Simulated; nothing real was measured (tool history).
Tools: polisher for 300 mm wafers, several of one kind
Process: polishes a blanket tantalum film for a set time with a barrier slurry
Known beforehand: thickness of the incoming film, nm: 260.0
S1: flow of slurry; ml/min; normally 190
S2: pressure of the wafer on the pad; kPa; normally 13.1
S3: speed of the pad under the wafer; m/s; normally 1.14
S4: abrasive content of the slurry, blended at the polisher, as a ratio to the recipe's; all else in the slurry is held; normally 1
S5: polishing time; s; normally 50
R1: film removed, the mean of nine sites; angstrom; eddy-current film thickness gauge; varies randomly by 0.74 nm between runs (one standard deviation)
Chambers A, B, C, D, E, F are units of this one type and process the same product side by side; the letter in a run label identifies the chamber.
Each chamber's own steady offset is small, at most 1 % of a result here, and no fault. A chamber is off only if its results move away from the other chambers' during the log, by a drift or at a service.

| run | hour | S1 | S2 | S3 | S4 | S5 | R1 |
|---|---|---|---|---|---|---|---|
|  | 4.9 | chamber C: worn pad replaced by a new one |
| 1E | 8.9 | 190 | 13.1 | 1.14 | 1 | 50 | 868.44 |
| 2C | 18 | 190 | 13.1 | 1.14 | 1 | 50 | 885.95 |
| 3F | 26.1 | 190 | 13.1 | 1.14 | 1 | 50 | 894.49 |
|  | 31.3 | chamber B: worn pad replaced by a new one |
|  | 34.3 | chamber E: worn pad replaced by a new one |
| 4B | 36.1 | 190 | 13.1 | 1.14 | 1 | 50 | 875.33 |
| 5D | 45.5 | 190 | 13.1 | 1.14 | 1 | 50 | 865.31 |
|  | 50.3 | chamber D: worn pad replaced by a new one |
| 6A | 52.1 | 190 | 13.1 | 1.14 | 0.7 | 55 | 860.64 |
| 7F | 60.3 | 190 | 13.1 | 1.14 | 0.7 | 55 | 865.1 |
|  | 67.5 | chamber F: worn pad replaced by a new one |
| 8D | 68.9 | 190 | 13.1 | 1.14 | 0.7 | 55 | 851.28 |
| 9C | 79.7 | 190 | 13.1 | 1.14 | 0.7 | 55 | 854.59 |
|  | 80.2 | chamber C: slurry blender recalibrated |
|  | 82.6 | chamber A: worn pad replaced by a new one |
| 10E | 94.6 | 190 | 13.1 | 1.14 | 0.7 | 55 | 862.54 |
|  | 96.7 | chamber C: worn pad replaced by a new one |
|  | 98 | chamber A: head pressure recalibrated |
|  | 102.8 | chamber B: slurry blender recalibrated |
| 11B | 105.8 | 190 | 13.1 | 1.14 | 0.7 | 55 | 846.21 |
| 12A | 119 | 190 | 13.1 | 1.14 | 1 | 50 | 898.46 |
|  | 124.9 | chamber B: slurry nozzle cleaned |
|  | 126.8 | chamber B: worn pad replaced by a new one |
|  | 128.2 | chamber E: worn pad replaced by a new one |
| 13F | 129.8 | 190 | 13.1 | 1.14 | 1.25 | 50 | 933.6 |
| 14C | 137.1 | 190 | 13.1 | 1.14 | 1.25 | 50 | 928.73 |
|  | 144.4 | chamber F: worn pad replaced by a new one |
| 15A | 148.8 | 190 | 13.1 | 1.14 | 1.25 | 50 | 937.94 |
|  | 150.7 | chamber D: worn pad replaced by a new one |
|  | 154.7 | chamber D: head pressure recalibrated |
| 16E | 155.8 | 190 | 13.1 | 1.14 | 1.25 | 50 | 938.29 |
| 17D | 165.7 | 190 | 13.1 | 1.14 | 1.25 | 50 | 934.49 |
|  | 173.5 | chamber C: slurry blender recalibrated |
|  | 177.2 | chamber F: slurry blender recalibrated |
| 18B | 178.2 | 190 | 13.1 | 1.14 | 1.25 | 50 | 920.18 |
|  | 183.9 | chamber A: worn pad replaced by a new one |
|  | 185.7 | chamber A: slurry blender recalibrated |
|  | 186.8 | chamber F: slurry nozzle cleaned |
| 19B | 187.7 | 190 | 13.1 | 1.14 | 1 | 50 | 874.63 |
|  | 190 | chamber D: slurry blender recalibrated |
|  | 195.6 | chamber C: worn pad replaced by a new one |
| 20F | 200.1 | 190 | 13.1 | 1.14 | 1 | 50 | 891.86 |
| 21E | 209.5 | 190 | 13.1 | 1.14 | 1 | 50 | 870.84 |
|  | 213.5 | chamber F: head pressure recalibrated |
| 22D | 219.7 | 190 | 13.1 | 1.14 | 1 | 50 | 876 |
|  | 227.1 | chamber D: worn pad replaced by a new one |
|  | 230.2 | chamber B: worn pad replaced by a new one |
|  | 230.3 | chamber E: worn pad replaced by a new one |
| 23C | 231.4 | 190 | 13.1 | 1.14 | 1 | 50 | 879.63 |
|  | 231.7 | chamber F: worn pad replaced by a new one |
| 24A | 241.5 | 190 | 13.1 | 1.14 | 1 | 50 | 877.31 |
|  | 249.4 | chamber B: slurry blender recalibrated |
| 25C | 250.8 | 190 | 13.1 | 1.14 | 1.2 | 50 | 917.32 |
| 26F | 261.9 | 190 | 13.1 | 1.14 | 1.2 | 50 | 1013.1 |
| 27A | 271.5 | 190 | 13.1 | 1.14 | 1.2 | 50 | 921.31 |
|  | 277.2 | chamber C: slurry nozzle cleaned |
|  | 280.7 | chamber C: slurry blender recalibrated |
| 28D | 281.4 | 190 | 13.1 | 1.14 | 1.2 | 50 | 917.92 |
|  | 281.6 | chamber C: worn pad replaced by a new one |
|  | 289 | chamber A: worn pad replaced by a new one |
| 29B | 296 | 190 | 13.1 | 1.14 | 1.2 | 50 | 921.51 |
|  | 306.8 | chamber D: worn pad replaced by a new one |
| 30E | 310 | 190 | 13.1 | 1.14 | 1.2 | 50 | 926.3 |
| 31B | 322 | 190 | 13.1 | 1.14 | 1 | 50 | 870.66 |
|  | 328.3 | chamber B: worn pad replaced by a new one |
|  | 328.6 | chamber F: worn pad replaced by a new one |
|  | 329.3 | chamber E: worn pad replaced by a new one |
| 32F | 330.6 | 190 | 13.1 | 1.14 | 0.85 | 50 | 922.34 |
| 33D | 342.6 | 190 | 13.1 | 1.14 | 0.85 | 50 | 824.99 |
| 34C | 351.8 | 190 | 13.1 | 1.14 | 0.85 | 50 | 836.92 |
|  | 356.6 | chamber C: worn pad replaced by a new one |
| 35A | 359.6 | 190 | 13.1 | 1.14 | 0.85 | 50 | 839.61 |
|  | 361.7 | chamber C: head pressure recalibrated |
|  | 368.9 | chamber E: slurry blender recalibrated |
| 36E | 369.9 | 190 | 13.1 | 1.14 | 0.85 | 50 | 831.08 |
|  | 370 | chamber B: slurry blender recalibrated |
|  | 370.6 | chamber A: worn pad replaced by a new one |
|  | 370.9 | chamber D: slurry nozzle cleaned |
| 37D | 382 | 190 | 13.1 | 1.14 | 0.85 | 50 | 838.55 |
|  | 384.3 | chamber C: slurry blender recalibrated |
| 38A | 391.6 | 190 | 13.1 | 1.14 | 1 | 50 | 881.24 |
| 39B | 404.8 | 190 | 13.1 | 1.14 | 1 | 50 | 883.28 |
|  | 412.8 | chamber F: worn pad replaced by a new one |
| 40E | 416.1 | 190 | 13.1 | 1.14 | 1 | 50 | 883.51 |
| 41F | 429.3 | 190 | 13.1 | 1.14 | 1 | 50 | 979.99 |
| 42C | 440.7 | 190 | 13.1 | 1.14 | 1 | 50 | 885.49 |

Next, every chamber runs the same settings. What will each give?
| 43A | 451.7 | 190 | 13.1 | 1.14 | 1 | 50 | ? |
| 43B | 451.7 | 190 | 13.1 | 1.14 | 1 | 50 | ? |
| 43C | 451.7 | 190 | 13.1 | 1.14 | 1 | 50 | ? |
| 43D | 451.7 | 190 | 13.1 | 1.14 | 1 | 50 | ? |
| 43E | 451.7 | 190 | 13.1 | 1.14 | 1 | 50 | ? |
| 43F | 451.7 | 190 | 13.1 | 1.14 | 1 | 50 | ? |

| run | R1 |
|---|---|
| 43A | 883.35 |
| 43B | 881.01 |
| 43C | 868.87 |
| 43D | 880.41 |
| 43E | 872.72 |
| 43F | 968.2 |

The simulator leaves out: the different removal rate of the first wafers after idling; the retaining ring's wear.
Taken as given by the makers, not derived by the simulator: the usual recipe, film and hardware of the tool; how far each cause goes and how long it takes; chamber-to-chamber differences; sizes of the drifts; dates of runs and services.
